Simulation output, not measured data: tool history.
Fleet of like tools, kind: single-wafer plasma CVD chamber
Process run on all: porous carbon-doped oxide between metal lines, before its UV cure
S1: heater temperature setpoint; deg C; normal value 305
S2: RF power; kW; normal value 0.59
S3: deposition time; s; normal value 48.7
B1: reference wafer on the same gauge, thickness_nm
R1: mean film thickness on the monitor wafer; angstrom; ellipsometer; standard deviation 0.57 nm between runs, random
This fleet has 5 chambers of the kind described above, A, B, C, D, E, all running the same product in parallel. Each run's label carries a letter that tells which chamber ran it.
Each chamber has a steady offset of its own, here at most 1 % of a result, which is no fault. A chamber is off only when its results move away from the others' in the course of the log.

run,hour,S1,S2,S3,B1,R1
# hour 4.6: chamber E: RF generator calibrated
1C,9.3,305,0.59,48.7,290.99,2813
2B,22.4,305,0.59,48.7,290.99,2828.8
3E,30.3,305,0.59,48.7,291.11,2822.5
4D,39.4,305,0.59,48.7,290.89,2842.1
5A,50.6,305,0.59,48.7,290.92,2834
6C,64.1,305,0.59,48.7,290.91,2813.9
7A,70.3,305,0.59,48.7,290.98,2825.6
# hour 75.7: chamber A: thermocouple changed; heater temperature recalibrated
8E,78.9,293,0.59,44.3,291.01,2754.2
9B,85.9,293,0.59,44.3,290.85,2753.3
10D,95.3,293,0.59,44.3,290.92,2777.5
11C,102.3,293,0.59,44.3,290.91,2748
12D,110.7,293,0.59,44.3,290.92,2770
13E,117.7,305,0.59,48.7,291.07,2828.5
14B,127.7,305,0.59,48.7,291.11,2819.2
15A,134.7,305,0.59,48.7,290.82,2829.4
16C,145.5,305,0.59,48.7,291.07,2811.1
17D,154.3,305,0.59,48.7,291.03,2837.1
# hour 158.6: chamber B: thermocouple changed; heater temperature recalibrated
18E,162.9,305,0.59,48.7,290.9,2817.2
# hour 172.4: chamber B: RF generator calibrated
19A,174.9,305,0.59,48.7,290.94,2835.7
20B,181.5,305,0.59,48.7,291.09,2817.7
21B,188.8,305,0.59,48.7,291.03,2805.9
22D,194.8,305,0.59,48.7,291.07,2830.4
23E,202.7,305,0.59,48.7,290.98,2820.8
24C,210.3,305,0.59,48.7,290.97,2811.4
25A,219.5,305,0.59,48.7,290.9,2830.7
26C,228.4,305,0.59,48.7,290.88,2796.9
27B,239.6,305,0.59,48.7,290.96,2815.2
28E,248,305,0.59,48.7,291.07,2820.8
29D,254.2,305,0.59,48.7,290.97,2811.1
30A,266.2,305,0.59,48.7,290.92,2821.5
31A,276.3,305,0.59,48.7,290.93,2835.4
32D,288.3,305,0.59,48.7,291.04,2796.5
33E,299.7,305,0.59,48.7,291.05,2819.7
34C,310.7,305,0.59,48.7,291.06,2801.7
35B,322.4,305,0.59,48.7,290.79,2818.6
36A,334.8,316,0.59,48.7,290.91,2662.6
37D,348,316,0.59,48.7,290.91,2619.9
38C,354.2,316,0.59,48.7,291.14,2660.4
39B,364.6,316,0.59,48.7,290.93,2668
40E,377.3,316,0.59,48.7,290.84,2660.5
41A,390.4,305,0.59,48.7,290.96,2827.4

Has any chamber moved away from the others, gradually or after a service, or does the common gauge drift, or do the chambers differ only by their own small steady offsets? State the chamber and the most likely cause if one applies.

One chamber, D, drifts off from the rest bit by bit.
What lies behind it: delivered RF power below the setpoint (%) = 3.3.
The log may not separate it from: wafer temperature above the value expected at the setpoint (K).

Chamber D could run next with any of the 4 candidate recipes listed below; each alters the usual settings, and their results appear as question marks. Which one brings its results back in line with what the other chambers deliver on the usual settings?
In-line tolerance around the mean of the other chambers on the usual settings: R1 23 angstrom
42D-1,400.3,305,0.575,48.7,,?
42D-2,400.3,305,0.58,47.7,,?
42D-3,400.3,300,0.59,48.7,,?
42D-4,400.3,304,0.6,48.7,,?

Average result of the remaining chambers running the usual settings: R1 2820.7 angstrom
run,R1
42D-1,2732.2
42D-2,2692.4
42D-3,2858.2
42D-4,2824.9
42D-4 brings the chamber back in line.

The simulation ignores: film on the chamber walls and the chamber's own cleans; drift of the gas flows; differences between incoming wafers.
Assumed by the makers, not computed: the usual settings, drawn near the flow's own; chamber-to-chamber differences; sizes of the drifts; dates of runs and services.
